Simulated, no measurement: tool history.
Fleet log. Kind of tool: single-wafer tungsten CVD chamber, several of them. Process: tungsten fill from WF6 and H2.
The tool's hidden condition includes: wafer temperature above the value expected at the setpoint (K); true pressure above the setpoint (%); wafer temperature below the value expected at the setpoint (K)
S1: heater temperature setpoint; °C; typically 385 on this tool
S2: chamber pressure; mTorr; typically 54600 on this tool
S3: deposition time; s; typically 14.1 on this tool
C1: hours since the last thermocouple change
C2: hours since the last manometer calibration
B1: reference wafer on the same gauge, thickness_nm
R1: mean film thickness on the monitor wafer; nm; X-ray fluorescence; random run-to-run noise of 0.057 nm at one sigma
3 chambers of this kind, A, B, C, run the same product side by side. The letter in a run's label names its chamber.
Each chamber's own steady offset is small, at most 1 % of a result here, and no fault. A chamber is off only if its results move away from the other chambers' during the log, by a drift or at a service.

| run | hour | S1 | S2 | S3 | C1 | C2 | B1 | R1 |
|---|---|---|---|---|---|---|---|---|
| 1B | 3.9 | 385 | 54600 | 14.1 | 723.8 | 1571.8 | 36.096 | 40.240 |
| 2C | 6.3 | 385 | 54600 | 14.1 | 674.2 | 1364.3 | 36.085 | 40.227 |
| 3A | 10.3 | 385 | 54600 | 14.1 | 2381.7 | 217.7 | 36.091 | 40.474 |
| 4A | 14.2 | 385 | 54600 | 14.1 | 2385.6 | 221.6 | 36.083 | 40.464 |
| 5B | 18.1 | 385 | 54600 | 14.1 | 738.0 | 1586.0 | 36.076 | 40.178 |
| 6C | 22.4 | 385 | 54600 | 14.1 | 690.3 | 1380.4 | 36.068 | 40.213 |
| 7C | 24.7 | 385 | 54600 | 14.1 | 692.6 | 1382.7 | 36.067 | 40.121 |
| 8A | 28.6 | 385 | 54600 | 14.1 | 2400.0 | 236.0 | 36.059 | 40.402 |
| 9B | 32.3 | 385 | 54600 | 14.1 | 752.2 | 1600.2 | 36.056 | 40.203 |
| 10A | 36.8 | 385 | 54600 | 14.1 | 2408.2 | 244.2 | 36.048 | 40.517 |
| 11C | 41.1 | 385 | 54600 | 14.1 | 709.0 | 1399.1 | 36.035 | 40.078 |
| 12B | 43.4 | 385 | 54600 | 14.1 | 763.3 | 1611.3 | 36.042 | 40.124 |
| 13A | 47.4 | 385 | 54600 | 14.1 | 2418.8 | 254.8 | 36.042 | 40.433 |
| 14B | 49.9 | 385 | 54600 | 14.1 | 769.8 | 1617.8 | 36.025 | 40.164 |
| 15C | 53.1 | 385 | 54600 | 14.1 | 721.0 | 1411.1 | 36.029 | 40.175 |
| 16A | 57.9 | 385 | 54600 | 14.1 | 2429.3 | 265.3 | 36.018 | 40.438 |
| 17B | 60.2 | 385 | 54600 | 14.1 | 780.1 | 1628.1 | 35.999 | 40.106 |
| 18C | 64.1 | 385 | 54600 | 14.1 | 732.0 | 1422.1 | 36.025 | 40.136 |
| 19A | 66.5 | 385 | 54600 | 11.8 | 2437.9 | 273.9 | 36.017 | 33.825 |
| 20C | 71.5 | 385 | 54600 | 11.8 | 739.4 | 1429.5 | 36.006 | 33.534 |
| 21B | 76.2 | 385 | 54600 | 11.8 | 796.1 | 1644.1 | 35.988 | 33.483 |
| 22A | 79.6 | 385 | 54600 | 14.1 | 2451.0 | 287.0 | 35.992 | 40.352 |
| 23C | 83.8 | 385 | 54600 | 14.1 | 751.7 | 1441.8 | 36.002 | 40.077 |
| 24B | 86.2 | 393 | 54600 | 15.8 | 806.1 | 1654.1 | 35.981 | 52.547 |
| 25A | 91.0 | 393 | 54600 | 15.8 | 2462.4 | 298.4 | 35.970 | 53.038 |
| 26C | 95.0 | 393 | 54600 | 15.8 | 762.9 | 1453.0 | 35.961 | 52.237 |
| 27B | 99.5 | 385 | 54600 | 14.1 | 819.4 | 1667.4 | 35.968 | 40.007 |
| 28A | 103.1 | 385 | 54600 | 14.1 | 2474.5 | 310.5 | 35.958 | 40.255 |
| 29C | 106.0 | 385 | 54600 | 14.1 | 773.9 | 1464.0 | 35.951 | 40.079 |
| 30B | 109.4 | 385 | 54600 | 14.1 | 829.3 | 1677.3 | 35.941 | 39.996 |
| 31B | 112.5 | 385 | 54600 | 14.1 | 832.4 | 1680.4 | 35.938 | 40.125 |
| 32A | 117.1 | 385 | 54600 | 14.1 | 2488.5 | 324.5 | 35.929 | 40.309 |
| 33C | 119.6 | 385 | 67300 | 13.3 | 787.5 | 1477.6 | 35.932 | 41.402 |
| 34C | 123.6 | 385 | 67300 | 13.3 | 791.5 | 1481.6 | 35.927 | 41.526 |
| 35B | 127.5 | 385 | 67300 | 13.3 | 847.4 | 1695.4 | 35.920 | 41.347 |
| 36A | 130.8 | 385 | 54600 | 14.1 | 2502.2 | 338.2 | 35.916 | 40.335 |
| 37C | 136.0 | 398 | 54600 | 14.1 | 803.9 | 1494.0 | 35.907 | 51.293 |
| 38B | 141.0 | 398 | 54600 | 14.1 | 860.9 | 1708.9 | 35.897 | 51.606 |
| 39A | 143.5 | 398 | 54600 | 14.1 | 2514.9 | 350.9 | 35.895 | 51.723 |
| 40A | 146.9 | 385 | 54600 | 14.1 | 2518.3 | 354.3 | 35.901 | 40.323 |

Decide between three cases: one chamber stands off from its peers, the gauge reading all wafers drifts, or nothing is wrong past each chamber's small offset. Where a chamber is off, say which and what most likely put it there.

Every chamber seems to shift together because the gauge that measures them all drifts; the chambers themselves are fine.
What lies behind it: gauge reads low (%) = 0.579.
